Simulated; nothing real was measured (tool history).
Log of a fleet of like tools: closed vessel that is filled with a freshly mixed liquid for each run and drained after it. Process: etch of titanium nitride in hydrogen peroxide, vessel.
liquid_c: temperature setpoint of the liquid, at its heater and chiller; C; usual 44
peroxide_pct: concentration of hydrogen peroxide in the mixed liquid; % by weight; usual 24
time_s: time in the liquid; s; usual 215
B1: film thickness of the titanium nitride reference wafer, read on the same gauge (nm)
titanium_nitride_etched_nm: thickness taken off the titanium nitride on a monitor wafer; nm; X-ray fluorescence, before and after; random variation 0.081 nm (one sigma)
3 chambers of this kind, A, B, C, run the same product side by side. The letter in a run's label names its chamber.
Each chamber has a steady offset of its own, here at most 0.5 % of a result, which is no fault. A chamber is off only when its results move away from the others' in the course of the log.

{"run": "1B", "hour": 7.2, "liquid_c": 44, "peroxide_pct": 24, "time_s": 215, "B1": 50.018, "titanium_nitride_etched_nm": 9.5077}
{"run": "2C", "hour": 13.3, "liquid_c": 44, "peroxide_pct": 24, "time_s": 215, "B1": 50.022, "titanium_nitride_etched_nm": 9.6099}
{"run": "3A", "hour": 20.8, "liquid_c": 44, "peroxide_pct": 24, "time_s": 215, "B1": 49.991, "titanium_nitride_etched_nm": 9.6825}
{"run": "4B", "hour": 29.7, "liquid_c": 44, "peroxide_pct": 24, "time_s": 215, "B1": 49.994, "titanium_nitride_etched_nm": 9.7796}
{"run": "5A", "hour": 41.2, "liquid_c": 44, "peroxide_pct": 24, "time_s": 215, "B1": 50.003, "titanium_nitride_etched_nm": 9.4704}
{"run": "6C", "hour": 50.7, "liquid_c": 44, "peroxide_pct": 24, "time_s": 215, "B1": 50.006, "titanium_nitride_etched_nm": 9.7645}
{"hour": 53.6, "done": "chamber B: peroxide flow meter replaced"}
{"run": "7B", "hour": 57.9, "liquid_c": 44, "peroxide_pct": 24, "time_s": 215, "B1": 50.015, "titanium_nitride_etched_nm": 9.5702}
{"run": "8C", "hour": 69.0, "liquid_c": 44, "peroxide_pct": 24, "time_s": 215, "B1": 50.017, "titanium_nitride_etched_nm": 9.535}
{"run": "9A", "hour": 80.5, "liquid_c": 44, "peroxide_pct": 24, "time_s": 215, "B1": 50.008, "titanium_nitride_etched_nm": 9.6387}
{"run": "10A", "hour": 87.2, "liquid_c": 44, "peroxide_pct": 24, "time_s": 215, "B1": 50.012, "titanium_nitride_etched_nm": 9.5904}
{"hour": 93.6, "done": "chamber B: new drum of peroxide connected"}
{"run": "11C", "hour": 95.4, "liquid_c": 44, "peroxide_pct": 24, "time_s": 215, "B1": 50.018, "titanium_nitride_etched_nm": 9.6247}
{"run": "12B", "hour": 105.0, "liquid_c": 44, "peroxide_pct": 24, "time_s": 215, "B1": 49.997, "titanium_nitride_etched_nm": 9.6394}
{"run": "13A", "hour": 117.0, "liquid_c": 44, "peroxide_pct": 24, "time_s": 165, "B1": 50.006, "titanium_nitride_etched_nm": 7.3529}
{"run": "14C", "hour": 125.7, "liquid_c": 44, "peroxide_pct": 24, "time_s": 165, "B1": 49.98, "titanium_nitride_etched_nm": 7.3546}
{"run": "15B", "hour": 137.8, "liquid_c": 44, "peroxide_pct": 24, "time_s": 165, "B1": 49.982, "titanium_nitride_etched_nm": 7.2579}
{"run": "16B", "hour": 149.9, "liquid_c": 44, "peroxide_pct": 24, "time_s": 215, "B1": 49.968, "titanium_nitride_etched_nm": 9.5004}
{"run": "17A", "hour": 162.4, "liquid_c": 44, "peroxide_pct": 24, "time_s": 215, "B1": 50.017, "titanium_nitride_etched_nm": 9.5649}
{"run": "18C", "hour": 172.9, "liquid_c": 44, "peroxide_pct": 24, "time_s": 215, "B1": 49.982, "titanium_nitride_etched_nm": 9.61}
{"run": "19B", "hour": 185.4, "liquid_c": 44, "peroxide_pct": 24, "time_s": 215, "B1": 50.02, "titanium_nitride_etched_nm": 9.1803}
{"run": "20C", "hour": 194.7, "liquid_c": 44, "peroxide_pct": 24, "time_s": 215, "B1": 49.97, "titanium_nitride_etched_nm": 9.5779}
{"run": "21A", "hour": 202.9, "liquid_c": 44, "peroxide_pct": 24, "time_s": 215, "B1": 50.031, "titanium_nitride_etched_nm": 9.393}
{"run": "22B", "hour": 211.4, "liquid_c": 44, "peroxide_pct": 24, "time_s": 215, "B1": 50.003, "titanium_nitride_etched_nm": 9.2589}
{"run": "23C", "hour": 223.6, "liquid_c": 44, "peroxide_pct": 24, "time_s": 215, "B1": 50.024, "titanium_nitride_etched_nm": 9.6426}
{"run": "24A", "hour": 233.2, "liquid_c": 44, "peroxide_pct": 24, "time_s": 215, "B1": 49.993, "titanium_nitride_etched_nm": 9.6216}
{"run": "25B", "hour": 239.4, "liquid_c": 44, "peroxide_pct": 24, "time_s": 215, "B1": 49.987, "titanium_nitride_etched_nm": 9.0391}
{"run": "26A", "hour": 251.4, "liquid_c": 44, "peroxide_pct": 24, "time_s": 215, "B1": 49.98, "titanium_nitride_etched_nm": 9.5523}
{"run": "27C", "hour": 264.8, "liquid_c": 44, "peroxide_pct": 24, "time_s": 215, "B1": 50.001, "titanium_nitride_etched_nm": 9.5555}
{"run": "28C", "hour": 273.0, "liquid_c": 44, "peroxide_pct": 24, "time_s": 215, "B1": 50.03, "titanium_nitride_etched_nm": 9.6972}
{"run": "29B", "hour": 279.4, "liquid_c": 44, "peroxide_pct": 24, "time_s": 215, "B1": 50.026, "titanium_nitride_etched_nm": 8.9783}
{"run": "30A", "hour": 292.7, "liquid_c": 44, "peroxide_pct": 24, "time_s": 215, "B1": 50.024, "titanium_nitride_etched_nm": 9.4844}
{"run": "31C", "hour": 299.3, "liquid_c": 44, "peroxide_pct": 24, "time_s": 215, "B1": 49.99, "titanium_nitride_etched_nm": 9.464}
{"run": "32A", "hour": 310.5, "liquid_c": 48, "peroxide_pct": 27, "time_s": 215, "B1": 50.056, "titanium_nitride_etched_nm": 13.147}
{"run": "33B", "hour": 319.6, "liquid_c": 48, "peroxide_pct": 27, "time_s": 215, "B1": 50.007, "titanium_nitride_etched_nm": 12.12}
{"run": "34A", "hour": 327.9, "liquid_c": 48, "peroxide_pct": 27, "time_s": 215, "B1": 50.033, "titanium_nitride_etched_nm": 13.138}
{"run": "35B", "hour": 336.8, "liquid_c": 44, "peroxide_pct": 24, "time_s": 215, "B1": 50.014, "titanium_nitride_etched_nm": 8.7815}
{"run": "36C", "hour": 346.5, "liquid_c": 44, "peroxide_pct": 24, "time_s": 215, "B1": 50.009, "titanium_nitride_etched_nm": 9.5717}
{"run": "37A", "hour": 355.4, "liquid_c": 44, "peroxide_pct": 29, "time_s": 270, "B1": 50.014, "titanium_nitride_etched_nm": 12.422}
{"run": "38C", "hour": 365.8, "liquid_c": 44, "peroxide_pct": 29, "time_s": 270, "B1": 49.99, "titanium_nitride_etched_nm": 12.696}
{"run": "39B", "hour": 373.1, "liquid_c": 44, "peroxide_pct": 29, "time_s": 270, "B1": 49.982, "titanium_nitride_etched_nm": 11.265}
{"run": "40A", "hour": 386.2, "liquid_c": 44, "peroxide_pct": 24, "time_s": 215, "B1": 50.004, "titanium_nitride_etched_nm": 9.6301}

Next, every chamber runs the same settings. What will each give?
{"run": "41A", "hour": 396.1, "liquid_c": 44, "peroxide_pct": 24, "time_s": 255, "titanium_nitride_etched_nm": "?"}
{"run": "41B", "hour": 396.1, "liquid_c": 44, "peroxide_pct": 24, "time_s": 255, "titanium_nitride_etched_nm": "?"}
{"run": "41C", "hour": 396.1, "liquid_c": 44, "peroxide_pct": 24, "time_s": 255, "titanium_nitride_etched_nm": "?"}

run=41A titanium_nitride_etched_nm=11.221
run=41B titanium_nitride_etched_nm=10.094
run=41C titanium_nitride_etched_nm=11.31
